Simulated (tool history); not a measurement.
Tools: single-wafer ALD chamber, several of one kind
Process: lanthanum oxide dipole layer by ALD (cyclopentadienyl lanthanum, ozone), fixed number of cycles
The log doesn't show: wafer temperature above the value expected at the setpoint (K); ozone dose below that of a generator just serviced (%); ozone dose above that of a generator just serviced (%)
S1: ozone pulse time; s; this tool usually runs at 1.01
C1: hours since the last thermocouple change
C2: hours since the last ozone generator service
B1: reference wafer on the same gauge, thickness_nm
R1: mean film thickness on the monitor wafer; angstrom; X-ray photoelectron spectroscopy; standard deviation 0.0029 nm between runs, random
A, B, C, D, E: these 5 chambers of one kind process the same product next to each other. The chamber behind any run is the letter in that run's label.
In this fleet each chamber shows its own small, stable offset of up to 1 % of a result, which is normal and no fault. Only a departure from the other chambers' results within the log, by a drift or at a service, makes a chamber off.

| run | hour | S1 | C1 | C2 | B1 | R1 |
|---|---|---|---|---|---|---|
| 1A | 3.6 | 1.01 | 59.0 | 691.8 | 0.41692 | 4.9834 |
| 2B | 7.6 | 1.01 | 305.5 | 1165.8 | 0.41655 | 5.0018 |
| 3C | 10.2 | 1.01 | 2024.6 | 18.1 | 0.41641 | 5.0014 |
| 4D | 12.6 | 1.01 | 228.5 | 1283.1 | 0.41637 | 4.9359 |
| 5E | 14.5 | 1.01 | 424.3 | 842.4 | 0.41687 | 5.0133 |
| 6E | 17.0 | 1.01 | 426.8 | 844.9 | 0.41690 | 4.9525 |
| 7A | 20.3 | 1.01 | 75.7 | 708.5 | 0.41685 | 5.0161 |
| 8C | 23.4 | 1.01 | 2037.8 | 31.3 | 0.41685 | 5.0281 |
| 9B | 27.6 | 1.27 | 325.5 | 1185.8 | 0.41683 | 5.2750 |
| 10D | 30.5 | 1.27 | 246.4 | 1301.0 | 0.41684 | 5.3228 |
| 11D | 32.6 | 1.27 | 248.5 | 1303.1 | 0.41725 | 5.2879 |
| 12A | 36.1 | 1.27 | 91.5 | 724.3 | 0.41627 | 5.2878 |
| 13B | 38.3 | 1.27 | 336.2 | 1196.5 | 0.41649 | 5.3080 |
| 14E | 41.9 | 0.83 | 451.7 | 869.8 | 0.41700 | 4.6950 |
| 15C | 45.1 | 0.83 | 2059.5 | 53.0 | 0.41725 | 4.6619 |
| 16B | 47.3 | 0.83 | 345.2 | 1205.5 | 0.41757 | 4.6438 |
| 17A | 49.8 | 0.83 | 105.2 | 738.0 | 0.41720 | 4.6901 |
| 18D | 53.8 | 0.83 | 269.7 | 1324.3 | 0.41651 | 4.6279 |
| 19E | 56.0 | 0.62 | 465.8 | 883.9 | 0.41728 | 4.1554 |
| 20C | 59.8 | 0.62 | 2074.2 | 67.7 | 0.41727 | 4.0687 |
| 21A | 63.2 | 0.62 | 118.6 | 751.4 | 0.41693 | 4.1343 |
| 22D | 66.0 | 0.62 | 281.9 | 1336.5 | 0.41683 | 4.0423 |
| 23B | 68.9 | 0.62 | 366.8 | 1227.1 | 0.41697 | 4.1531 |
| 24C | 72.7 | 0.79 | 2087.1 | 80.6 | 0.41729 | 4.5718 |
| 25E | 75.8 | 0.79 | 485.6 | 903.7 | 0.41711 | 4.6117 |
| 26B | 79.2 | 0.79 | 377.1 | 1237.4 | 0.41719 | 4.5719 |
| 27D | 82.5 | 0.79 | 298.4 | 1353.0 | 0.41644 | 4.5535 |
| 28A | 84.6 | 0.79 | 140.0 | 772.8 | 0.41664 | 4.5577 |
|  | 86.4 | chamber E: ozone generator serviced |
| 29E | 87.7 | 1.01 | 497.5 | 1.4 | 0.41668 | 5.1072 |
| 30C | 91.9 | 1.01 | 2106.3 | 99.8 | 0.41698 | 4.9883 |
|  | 93.3 | chamber C: thermocouple changed; heater temperature recalibrated |
| 31D | 94.3 | 0.67 | 310.2 | 1364.8 | 0.41708 | 4.2063 |
| 32B | 96.7 | 0.67 | 394.6 | 1254.9 | 0.41708 | 4.2659 |
| 33E | 99.7 | 0.67 | 509.5 | 13.4 | 0.41682 | 4.2429 |
| 34A | 103.3 | 0.67 | 158.7 | 791.5 | 0.41697 | 4.2756 |
| 35C | 106.8 | 0.67 | 13.5 | 114.7 | 0.41763 | 4.2158 |
| 36C | 109.4 | 0.68 | 16.1 | 117.3 | 0.41739 | 4.3150 |
| 37A | 111.4 | 0.68 | 166.8 | 799.6 | 0.41700 | 4.3035 |
| 38D | 114.4 | 0.68 | 330.3 | 1384.9 | 0.41691 | 4.2413 |
| 39E | 116.9 | 0.68 | 526.7 | 30.6 | 0.41723 | 4.3455 |

Is one chamber out of step, is the gauge drifting, or do the chambers differ by no more than their own small offsets? For an off chamber, give its letter and the likeliest cause.

No chamber stands off beyond its own small offset, and the gauge holds steady.
